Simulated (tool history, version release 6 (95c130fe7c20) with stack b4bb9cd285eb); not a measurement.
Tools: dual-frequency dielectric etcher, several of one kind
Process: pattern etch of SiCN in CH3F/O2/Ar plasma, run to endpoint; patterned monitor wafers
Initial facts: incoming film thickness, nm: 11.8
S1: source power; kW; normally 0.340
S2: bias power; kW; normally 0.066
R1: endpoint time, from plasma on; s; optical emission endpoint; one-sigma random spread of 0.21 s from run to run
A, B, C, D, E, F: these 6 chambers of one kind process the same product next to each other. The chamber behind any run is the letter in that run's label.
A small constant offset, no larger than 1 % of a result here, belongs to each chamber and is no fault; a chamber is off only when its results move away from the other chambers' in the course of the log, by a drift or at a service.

run,day,S1,S2,R1
1F,0.238,0.340,0.066,34.544
2A,0.425,0.340,0.066,34.739
3E,0.629,0.340,0.066,34.247
4B,0.867,0.340,0.066,34.077
# day 0.912: chamber E: wet clean of the chamber
5C,1.004,0.340,0.066,34.394
6D,1.142,0.340,0.066,34.695
7D,1.408,0.340,0.066,34.718
8A,1.667,0.340,0.066,34.455
9C,1.921,0.340,0.066,34.472
10F,2.067,0.340,0.066,34.718
11E,2.275,0.340,0.066,34.338
12B,2.479,0.340,0.066,33.863
13D,2.608,0.340,0.066,34.318
# day 2.646: chamber D: wet clean of the chamber
14B,2.729,0.340,0.066,34.248
15F,2.938,0.340,0.066,34.389
16A,3.096,0.340,0.066,34.669
17E,3.325,0.340,0.066,34.460
18C,3.529,0.340,0.066,34.380
19D,3.788,0.340,0.066,34.723
20B,4.042,0.340,0.066,34.420
21A,4.254,0.340,0.066,34.376
22C,4.525,0.340,0.066,34.647
23F,4.712,0.340,0.066,34.661
24E,4.858,0.340,0.066,34.428
25B,5.075,0.340,0.066,33.949
26E,5.238,0.340,0.066,34.605
27D,5.454,0.340,0.066,34.432
28A,5.608,0.340,0.066,34.549
29C,5.854,0.340,0.066,34.331
30F,6.092,0.340,0.066,34.713
31A,6.346,0.340,0.066,34.392
32D,6.575,0.380,0.066,33.028
33E,6.733,0.380,0.066,32.748
# day 6.854: chamber B: wet clean of the chamber
34B,6.942,0.380,0.066,33.210
35F,7.079,0.380,0.066,33.191
36C,7.283,0.380,0.066,32.985
37D,7.483,0.380,0.066,32.811
38C,7.758,0.280,0.058,38.290
39E,7.996,0.280,0.058,38.599

One chamber off, gauge drift, or nothing amiss beyond the chambers' own small offsets? If it is a chamber, which one, and what is the likeliest cause?

Beyond each chamber's small constant offset nothing stands out, and the gauge stays steady.
